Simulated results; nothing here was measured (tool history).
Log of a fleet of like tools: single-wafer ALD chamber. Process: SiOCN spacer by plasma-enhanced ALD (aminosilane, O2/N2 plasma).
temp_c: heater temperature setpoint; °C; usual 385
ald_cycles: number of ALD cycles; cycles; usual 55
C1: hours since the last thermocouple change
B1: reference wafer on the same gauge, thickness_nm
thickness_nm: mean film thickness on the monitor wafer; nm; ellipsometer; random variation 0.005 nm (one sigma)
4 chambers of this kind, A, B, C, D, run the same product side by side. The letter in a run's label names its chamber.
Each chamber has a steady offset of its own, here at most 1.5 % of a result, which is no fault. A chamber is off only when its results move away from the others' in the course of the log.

run 1B hour=8.4 | temp_c=385 ald_cycles=55 | C1=1088.2 | B1=3.7798 | thickness_nm=3.3729
run 2A hour=16.0 | temp_c=385 ald_cycles=55 | C1=268.2 | B1=3.7830 | thickness_nm=3.3263
run 3D hour=27.4 | temp_c=385 ald_cycles=55 | C1=2410.3 | B1=3.7813 | thickness_nm=3.3239
run 4C hour=36.4 | temp_c=385 ald_cycles=55 | C1=2106.3 | B1=3.7838 | thickness_nm=3.3266
run 5C hour=43.0 | temp_c=385 ald_cycles=55 | C1=2112.9 | B1=3.7828 | thickness_nm=3.3270
run 6B hour=51.2 | temp_c=385 ald_cycles=55 | C1=1131.0 | B1=3.7836 | thickness_nm=3.3644
run 7A hour=64.6 | temp_c=385 ald_cycles=55 | C1=316.8 | B1=3.7844 | thickness_nm=3.3240
run 8D hour=76.9 | temp_c=385 ald_cycles=55 | C1=2459.8 | B1=3.7871 | thickness_nm=3.3268
run 9D hour=84.7 | temp_c=385 ald_cycles=55 | C1=2467.6 | B1=3.7858 | thickness_nm=3.3220
-- hour=89.4 chamber B: thermocouple changed; heater temperature recalibrated
run 10B hour=98.8 | temp_c=385 ald_cycles=55 | C1=9.5 | B1=3.7889 | thickness_nm=3.3698
run 11C hour=111.8 | temp_c=385 ald_cycles=55 | C1=2181.7 | B1=3.7882 | thickness_nm=3.3297
-- hour=121.3 chamber D: thermocouple changed; heater temperature recalibrated
run 12A hour=124.4 | temp_c=385 ald_cycles=55 | C1=376.6 | B1=3.7893 | thickness_nm=3.3316
run 13B hour=134.1 | temp_c=385 ald_cycles=55 | C1=44.8 | B1=3.7908 | thickness_nm=3.3715
run 14C hour=142.8 | temp_c=399 ald_cycles=61 | C1=2212.7 | B1=3.7906 | thickness_nm=3.7019
run 15A hour=149.7 | temp_c=399 ald_cycles=61 | C1=401.9 | B1=3.7916 | thickness_nm=3.6943
run 16D hour=163.2 | temp_c=399 ald_cycles=61 | C1=41.9 | B1=3.7928 | thickness_nm=3.6912
run 17C hour=172.6 | temp_c=399 ald_cycles=61 | C1=2242.5 | B1=3.7915 | thickness_nm=3.6936
run 18D hour=187.0 | temp_c=385 ald_cycles=55 | C1=65.7 | B1=3.7925 | thickness_nm=3.3329
run 19A hour=193.6 | temp_c=385 ald_cycles=55 | C1=445.8 | B1=3.7939 | thickness_nm=3.3392
run 20B hour=202.0 | temp_c=385 ald_cycles=66 | C1=112.7 | B1=3.7941 | thickness_nm=4.0417
run 21C hour=212.7 | temp_c=385 ald_cycles=66 | C1=2282.6 | B1=3.7951 | thickness_nm=4.0085
run 22B hour=224.9 | temp_c=385 ald_cycles=66 | C1=135.6 | B1=3.7965 | thickness_nm=4.0533
run 23A hour=236.7 | temp_c=385 ald_cycles=66 | C1=488.9 | B1=3.7966 | thickness_nm=3.9980
run 24D hour=246.4 | temp_c=385 ald_cycles=55 | C1=125.1 | B1=3.7973 | thickness_nm=3.3303
run 25A hour=256.5 | temp_c=392 ald_cycles=55 | C1=508.7 | B1=3.7982 | thickness_nm=3.3407
run 26B hour=265.7 | temp_c=392 ald_cycles=55 | C1=176.4 | B1=3.7974 | thickness_nm=3.3714
run 27C hour=277.2 | temp_c=392 ald_cycles=55 | C1=2347.1 | B1=3.7982 | thickness_nm=3.3403
run 28D hour=291.6 | temp_c=392 ald_cycles=55 | C1=170.3 | B1=3.8000 | thickness_nm=3.3366
run 29A hour=304.4 | temp_c=385 ald_cycles=55 | C1=556.6 | B1=3.8007 | thickness_nm=3.3491
run 30D hour=314.0 | temp_c=385 ald_cycles=55 | C1=192.7 | B1=3.8028 | thickness_nm=3.3294
run 31B hour=321.6 | temp_c=392 ald_cycles=51 | C1=232.3 | B1=3.8017 | thickness_nm=3.1432
run 32C hour=329.9 | temp_c=392 ald_cycles=51 | C1=2399.8 | B1=3.8036 | thickness_nm=3.1013

Next, every chamber runs the same settings. What will each give?
run 33A hour=340.5 | temp_c=385 ald_cycles=46 | thickness_nm=?
run 33B hour=340.5 | temp_c=385 ald_cycles=46 | thickness_nm=?
run 33C hour=340.5 | temp_c=385 ald_cycles=46 | thickness_nm=?
run 33D hour=340.5 | temp_c=385 ald_cycles=46 | thickness_nm=?

run=33A thickness_nm=2.7930
run=33B thickness_nm=2.8353
run=33C thickness_nm=2.7981
run=33D thickness_nm=2.7958

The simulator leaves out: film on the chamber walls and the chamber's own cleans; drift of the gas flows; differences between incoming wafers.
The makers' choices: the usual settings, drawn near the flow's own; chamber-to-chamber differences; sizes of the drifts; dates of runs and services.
